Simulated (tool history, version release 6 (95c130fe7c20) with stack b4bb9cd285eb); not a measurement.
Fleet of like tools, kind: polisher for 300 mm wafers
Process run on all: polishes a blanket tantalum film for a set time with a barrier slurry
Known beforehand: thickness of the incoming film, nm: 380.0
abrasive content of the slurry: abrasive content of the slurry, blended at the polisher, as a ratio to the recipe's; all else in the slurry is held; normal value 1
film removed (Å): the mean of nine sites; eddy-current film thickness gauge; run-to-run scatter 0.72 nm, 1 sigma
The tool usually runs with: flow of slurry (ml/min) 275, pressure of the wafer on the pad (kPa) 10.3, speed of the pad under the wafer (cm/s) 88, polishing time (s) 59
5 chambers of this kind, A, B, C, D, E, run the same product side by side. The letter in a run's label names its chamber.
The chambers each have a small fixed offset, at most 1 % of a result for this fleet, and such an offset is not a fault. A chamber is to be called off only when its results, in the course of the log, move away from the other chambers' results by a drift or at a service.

run	day	flow of slurry (ml/min)	pressure of the wafer on the pad (kPa)	speed of the pad under the wafer (cm/s)	abrasive content of the slurry	polishing time (s)	wafers polished on this pad	hours since the slurry nozzle was cleaned	hours since the head pressure was calibrated	hours since the slurry blender was calibrated	film removed (Å)
1A	0.283	275	10.3	88	1	59	84	287.8	558.1	228.7	648.13
# day 0.429: chamber D: worn pad replaced by a new one
2E	0.508	275	10.3	88	1	59	243	83.5	275.9	210.1	624.3
# day 0.75: chamber D: slurry blender recalibrated
3B	0.875	275	10.3	88	1	59	491	268.2	1073	82.9	651.9
4C	1.267	275	10.3	88	1	59	894	285.7	563.2	143.4	636.74
5D	1.596	275	10.3	88	1	59	302	212.6	973.1	20.4	644.04
# day 1.775: chamber C: slurry nozzle cleaned
# day 1.779: chamber C: worn pad replaced by a new one
# day 1.862: chamber E: worn pad replaced by a new one
6C	1.942	275	10.3	88	1	59	42	4.1	579.4	159.6	638.53
7E	2.158	275	10.3	88	1	59	76	123.1	315.5	249.7	645.5
# day 2.496: chamber B: worn pad replaced by a new one
8A	2.529	310	10.3	88	1.1	59	666	341.7	612	282.6	676.55
# day 2.558: chamber B: slurry blender recalibrated
# day 2.608: chamber C: slurry blender recalibrated
9B	2.842	310	10.3	88	1.1	59	90	315.4	1120.2	6.9	664.5
# day 3.058: chamber A: worn pad replaced by a new one
10D	3.079	310	10.3	88	1.1	59	686	248.2	1008.7	56	651.91
11A	3.408	310	10.3	88	1.1	59	91	362.8	633.1	303.7	677.89
# day 3.796: chamber D: worn pad replaced by a new one
# day 3.833: chamber E: head pressure recalibrated
12B	3.842	310	10.3	88	1.1	59	349	339.4	1144.2	30.9	671.72
# day 3.971: chamber E: slurry blender recalibrated
# day 4.042: chamber E: worn pad replaced by a new one
# day 4.046: chamber D: head pressure recalibrated
13D	4.175	275	10.3	88	1	59	99	274.5	3.1	82.3	636.96
# day 4.221: chamber C: head pressure recalibrated
14E	4.575	275	10.3	88	1	59	138	181.1	17.8	14.6	639.97
# day 4.758: chamber C: worn pad replaced by a new one
# day 4.796: chamber A: head pressure recalibrated
15C	4.796	275	10.3	88	1	59	9	72.6	13.9	52.6	638.36
16B	5.117	275	10.3	88	1	59	679	370	1174.8	61.5	644.32
17E	5.342	275	10.3	88	1	59	337	199.5	36.2	33	632.32
18D	5.592	275	10.3	68	1	73	466	308.5	37.1	116.3	605.08
19C	5.971	275	10.3	68	1	73	314	100.8	42.1	80.8	600.5
# day 6.071: chamber B: worn pad replaced by a new one
20A	6.179	275	10.3	68	1	73	809	429.3	33.3	370.2	604.63
21B	6.508	275	10.3	68	1	73	113	403.4	1208.2	94.9	604.55
# day 6.529: chamber E: worn pad replaced by a new one
22D	6.792	275	10.3	68	1	73	777	337.3	65.9	145.1	617.45
# day 6.842: chamber A: worn pad replaced by a new one
23A	7.062	275	10.3	88	1	59	57	450.5	54.5	391.4	639.36
# day 7.362: chamber D: worn pad replaced by a new one
# day 7.383: chamber B: head pressure recalibrated
# day 7.404: chamber B: slurry blender recalibrated
24C	7.454	275	10.3	88	1.25	50	698	136.4	77.7	116.4	565.81
25E	7.883	275	10.3	88	1.25	50	351	260.5	97.2	94	575.06
# day 8.133: chamber C: worn pad replaced by a new one
26E	8.162	275	10.3	88	1.25	50	423	267.2	103.9	100.7	572.23
27D	8.475	275	10.3	88	1.25	50	288	377.7	106.3	185.5	575.83
# day 8.538: chamber C: slurry blender recalibrated
28A	8.833	275	10.3	88	1.25	50	516	493	97	433.9	574.18
# day 9.071: chamber E: worn pad replaced by a new one
29C	9.121	275	10.3	88	1	59	256	176.4	117.7	14.1	639.23
# day 9.425: chamber D: slurry blender recalibrated
30B	9.538	275	10.3	116	1	42	898	476.1	51.7	51.3	639.28
# day 9.65: chamber A: slurry blender recalibrated
31A	9.746	275	10.3	116	1	42	752	514.9	118.9	2.3	606.05
# day 10: chamber B: worn pad replaced by a new one
32D	10.129	275	10.3	116	1	42	716	417.4	146	17	593.23
33B	10.529	275	10.3	116	1	42	138	499.9	75.5	75.1	645.47
# day 10.633: chamber A: worn pad replaced by a new one
34E	10.917	275	10.3	116	1	42	479	333.3	170	166.8	586.64
35C	11.183	275	10.3	88	1	59	790	225.9	167.2	63.6	622.41
36E	11.604	275	10.3	88	1	59	657	349.8	186.5	183.3	642.67
# day 11.804: chamber C: worn pad replaced by a new one
37C	11.95	275	10.3	88	1	59	38	244.3	185.6	82	634.99
38B	12.138	275	10.3	74	1	59	554	538.5	114.1	113.7	576.24
39A	12.567	275	10.3	74	1	59	501	582.6	186.6	70	533.77

Has any chamber moved away from the others, gradually or after a service, or does the common gauge drift, or do the chambers differ only by their own small steady offsets? State the chamber and the most likely cause if one applies.

A service on chamber B put it out of line with the rest.
What lies behind it: head's pressure above its setpoint, % = 5.91.

Which of the 4 candidates below, each the usual settings with something changed and its results left as question marks, puts chamber B back in line with what the other chambers give on the usual settings?
Maximum distance from the other chambers' mean on the usual settings for a result to count as in line: film removed (Å) 25
40B-1	12.879	275	10.3	92	1	59					?
40B-2	12.879	275	10.3	86	1	57					?
40B-3	12.879	275	11.7	88	1.05	59					?
40B-4	12.879	270	10.3	78	0.95	59					?

Average result of the remaining chambers running the usual settings: film removed (Å) 637.84
run	film removed (Å)
40B-1	700.55
40B-2	632.42
40B-3	770.16
40B-4	583.4
40B-2 is the one that brings the chamber's results back in line with the other chambers.

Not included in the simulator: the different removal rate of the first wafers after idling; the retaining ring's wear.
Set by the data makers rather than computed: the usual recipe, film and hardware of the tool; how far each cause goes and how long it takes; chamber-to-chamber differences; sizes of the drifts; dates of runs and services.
